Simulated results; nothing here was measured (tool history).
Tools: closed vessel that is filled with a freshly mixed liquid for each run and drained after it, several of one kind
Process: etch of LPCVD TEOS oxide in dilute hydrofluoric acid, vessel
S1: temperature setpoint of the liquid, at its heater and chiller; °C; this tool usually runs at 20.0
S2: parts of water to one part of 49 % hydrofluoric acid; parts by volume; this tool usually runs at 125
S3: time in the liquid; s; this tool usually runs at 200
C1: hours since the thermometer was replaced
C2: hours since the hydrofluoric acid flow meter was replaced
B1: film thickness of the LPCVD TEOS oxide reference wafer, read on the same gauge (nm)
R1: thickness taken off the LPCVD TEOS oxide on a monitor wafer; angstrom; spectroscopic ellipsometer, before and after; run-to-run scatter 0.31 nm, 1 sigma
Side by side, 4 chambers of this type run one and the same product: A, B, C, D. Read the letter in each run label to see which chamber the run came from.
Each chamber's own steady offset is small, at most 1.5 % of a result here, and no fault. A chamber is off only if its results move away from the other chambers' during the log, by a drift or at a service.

run	hour	S1	S2	S3	C1	C2	B1	R1
1B	6.6	20.0	125	200	380.5	133.5	29.977	364.81
2C	10.4	20.0	125	200	2771.4	109.8	30.027	364.15
# hour 15.2: chamber C: thermometer replaced
3D	15.8	20.0	125	200	1028.2	270.3	30.021	365.02
4A	18.7	20.0	125	200	433.6	1633.9	29.995	364.52
5C	24.5	20.0	125	200	9.4	123.9	29.980	363.81
6B	28.5	20.0	125	200	402.4	155.4	29.988	357.69
7D	31.4	17.5	125	200	1043.8	285.9	29.992	330.50
8A	36.8	17.5	125	200	451.7	1652.0	29.998	332.56
9A	42.1	17.5	125	200	457.0	1657.3	29.983	332.09
10D	46.4	17.5	125	200	1058.8	300.9	30.016	337.71
11B	52.8	20.0	125	200	426.7	179.7	30.007	361.37
12C	57.9	20.0	125	200	42.8	157.3	30.008	357.40
13A	63.0	20.0	125	200	477.9	1678.2	30.002	364.53
14D	69.5	20.0	125	200	1081.9	324.0	29.970	371.78
15C	75.9	18.0	125	110	60.8	175.3	29.999	183.20
16B	80.9	18.0	125	110	454.8	207.8	30.017	183.54
17B	86.5	18.0	125	110	460.4	213.4	30.034	182.19
18A	91.9	18.0	125	110	506.8	1707.1	29.996	188.29
19C	96.2	20.0	125	200	81.1	195.6	30.030	361.36
20D	100.2	20.0	125	200	1112.6	354.7	29.972	374.07
21D	104.4	20.0	125	200	1116.8	358.9	29.972	379.70
22B	108.1	20.0	125	200	482.0	235.0	30.016	358.61
23A	114.1	20.0	85	200	529.0	1729.3	30.033	558.11
24C	118.1	20.0	85	200	103.0	217.5	30.041	550.27
25C	122.1	20.0	85	200	107.0	221.5	29.994	555.08
26D	127.9	20.0	85	200	1140.3	382.4	29.977	602.32
# hour 132.2: chamber A: thermometer replaced
27B	133.3	20.0	80	200	507.2	260.2	30.016	601.70
28A	139.2	20.0	80	200	7.1	1754.4	29.988	590.27
29C	143.6	20.0	80	200	128.5	243.0	30.037	591.50
30B	148.5	20.0	80	200	522.4	275.4	30.004	588.22
31D	152.8	20.0	125	200	1165.2	407.3	30.045	397.02
32A	157.6	20.0	125	200	25.5	1772.8	30.010	367.19
33D	162.0	20.0	125	200	1174.4	416.5	30.015	395.69

For the next run the whole fleet of 4 chambers uses the same settings. Give each chamber's results:
34A	166.7	23.5	125	200				?
34B	166.7	23.5	125	200				?
34C	166.7	23.5	125	200				?
34D	166.7	23.5	125	200				?

run	R1
34A	419.24
34B	421.10
34C	418.17
34D	456.01
